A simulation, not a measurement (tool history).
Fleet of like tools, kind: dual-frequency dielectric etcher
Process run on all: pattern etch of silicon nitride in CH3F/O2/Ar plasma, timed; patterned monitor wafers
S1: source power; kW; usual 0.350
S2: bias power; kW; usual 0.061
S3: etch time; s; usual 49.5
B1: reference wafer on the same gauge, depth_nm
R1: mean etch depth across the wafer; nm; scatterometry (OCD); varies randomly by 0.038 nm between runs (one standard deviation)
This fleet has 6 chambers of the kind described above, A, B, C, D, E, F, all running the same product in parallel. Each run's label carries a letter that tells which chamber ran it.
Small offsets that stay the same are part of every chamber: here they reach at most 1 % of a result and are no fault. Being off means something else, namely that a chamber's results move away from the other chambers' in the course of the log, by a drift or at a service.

At hour 8.1: chamber E: wet clean of the chamber.
Run 1C, hour 8.1: usual settings; B1 31.206. Result: R1 30.960 nm.
Run 2B, hour 14.7: usual settings; B1 31.200. Result: R1 31.359 nm.
Run 3A, hour 21.0: usual settings; B1 31.209. Result: R1 31.279 nm.
Run 4D, hour 29.1: usual settings; B1 31.216. Result: R1 31.317 nm.
Run 5F, hour 36.4: usual settings; B1 31.212. Result: R1 31.163 nm.
At hour 37.7: chamber F: wet clean of the chamber.
Run 6E, hour 45.0: usual settings; B1 31.230. Result: R1 31.222 nm.
Run 7E, hour 51.0: usual settings; B1 31.227. Result: R1 31.167 nm.
Run 8C, hour 57.0: usual settings; B1 31.241. Result: R1 30.912 nm.
Run 9A, hour 64.2: usual settings; B1 31.219. Result: R1 31.263 nm.
Run 10F, hour 68.2: usual settings but S2 0.051 kW; B1 31.232. Result: R1 29.418 nm.
Run 11D, hour 76.8: usual settings but S2 0.051 kW; B1 31.240. Result: R1 29.577 nm.
Run 12B, hour 81.0: usual settings but S2 0.051 kW; B1 31.255. Result: R1 29.600 nm.
Run 13F, hour 89.2: usual settings but S2 0.051 kW; B1 31.247. Result: R1 29.424 nm.
Run 14E, hour 95.2: usual settings but S2 0.051 kW; B1 31.254. Result: R1 29.450 nm.
Run 15A, hour 104.2: usual settings but S2 0.051 kW; B1 31.246. Result: R1 29.451 nm.
Run 16B, hour 110.4: usual settings but S1 0.300 kW, S2 0.050 kW; B1 31.260. Result: R1 27.716 nm.
At hour 113.6: chamber C: wet clean of the chamber.
Run 17D, hour 117.4: usual settings but S1 0.300 kW, S2 0.050 kW; B1 31.259. Result: R1 27.682 nm.
At hour 123.8: chamber A: source power generator calibrated.
Run 18C, hour 124.9: usual settings but S1 0.300 kW, S2 0.050 kW; B1 31.272. Result: R1 27.366 nm.
Run 19F, hour 130.5: usual settings but S1 0.300 kW, S2 0.050 kW; B1 31.280. Result: R1 27.637 nm.
Run 20C, hour 137.5: usual settings but S1 0.300 kW, S2 0.050 kW; B1 31.279. Result: R1 27.332 nm.
Run 21E, hour 142.9: usual settings but S1 0.300 kW, S2 0.050 kW; B1 31.277. Result: R1 27.604 nm.
Run 22A, hour 149.7: usual settings; B1 31.266. Result: R1 31.271 nm.
Run 23D, hour 155.5: usual settings; B1 31.285. Result: R1 31.444 nm.
Run 24B, hour 163.0: usual settings; B1 31.287. Result: R1 31.325 nm.
Run 25C, hour 170.5: usual settings; B1 31.284. Result: R1 31.031 nm.
Run 26B, hour 178.0: usual settings; B1 31.296. Result: R1 31.376 nm.
Run 27D, hour 185.6: usual settings; B1 31.294. Result: R1 31.404 nm.
Run 28F, hour 192.6: usual settings; B1 31.294. Result: R1 31.237 nm.
Run 29E, hour 198.1: usual settings; B1 31.306. Result: R1 31.265 nm.
Run 30A, hour 202.8: usual settings; B1 31.303. Result: R1 31.271 nm.
Run 31A, hour 207.1: usual settings; B1 31.307. Result: R1 31.267 nm.
Run 32E, hour 215.1: usual settings; B1 31.315. Result: R1 31.233 nm.
Run 33C, hour 219.5: usual settings; B1 31.319. Result: R1 31.037 nm.
Run 34F, hour 224.7: usual settings; B1 31.306. Result: R1 31.228 nm.
Run 35D, hour 231.1: usual settings; B1 31.327. Result: R1 31.346 nm.
Run 36B, hour 236.5: usual settings; B1 31.322. Result: R1 31.417 nm.
Run 37E, hour 240.7: usual settings; B1 31.331. Result: R1 31.302 nm.
Run 38B, hour 249.0: usual settings; B1 31.330. Result: R1 31.411 nm.
At hour 251.1: chamber B: wet clean of the chamber.
Run 39A, hour 256.9: usual settings; B1 31.333. Result: R1 31.321 nm.
Run 40C, hour 263.0: usual settings; B1 31.336. Result: R1 31.132 nm.
Run 41F, hour 269.8: usual settings but S1 0.380 kW, S3 40.0 s; B1 31.338. Result: R1 26.032 nm.
Run 42D, hour 273.8: usual settings but S1 0.380 kW, S3 40.0 s; B1 31.351. Result: R1 26.238 nm.
Run 43E, hour 278.2: usual settings but S1 0.380 kW, S3 40.0 s; B1 31.344. Result: R1 26.144 nm.
Run 44B, hour 286.3: usual settings but S1 0.380 kW, S3 40.0 s; B1 31.351. Result: R1 26.176 nm.

Does one chamber stand apart from the rest, does the shared gauge drift, or is all well apart from small per-chamber offsets? Give the chamber and the most likely cause, where there is one.

None of the chambers is off. What moves is the gauge, dragging all their readings along together.
Most likely cause: gauge reads high (%) = 0.495.
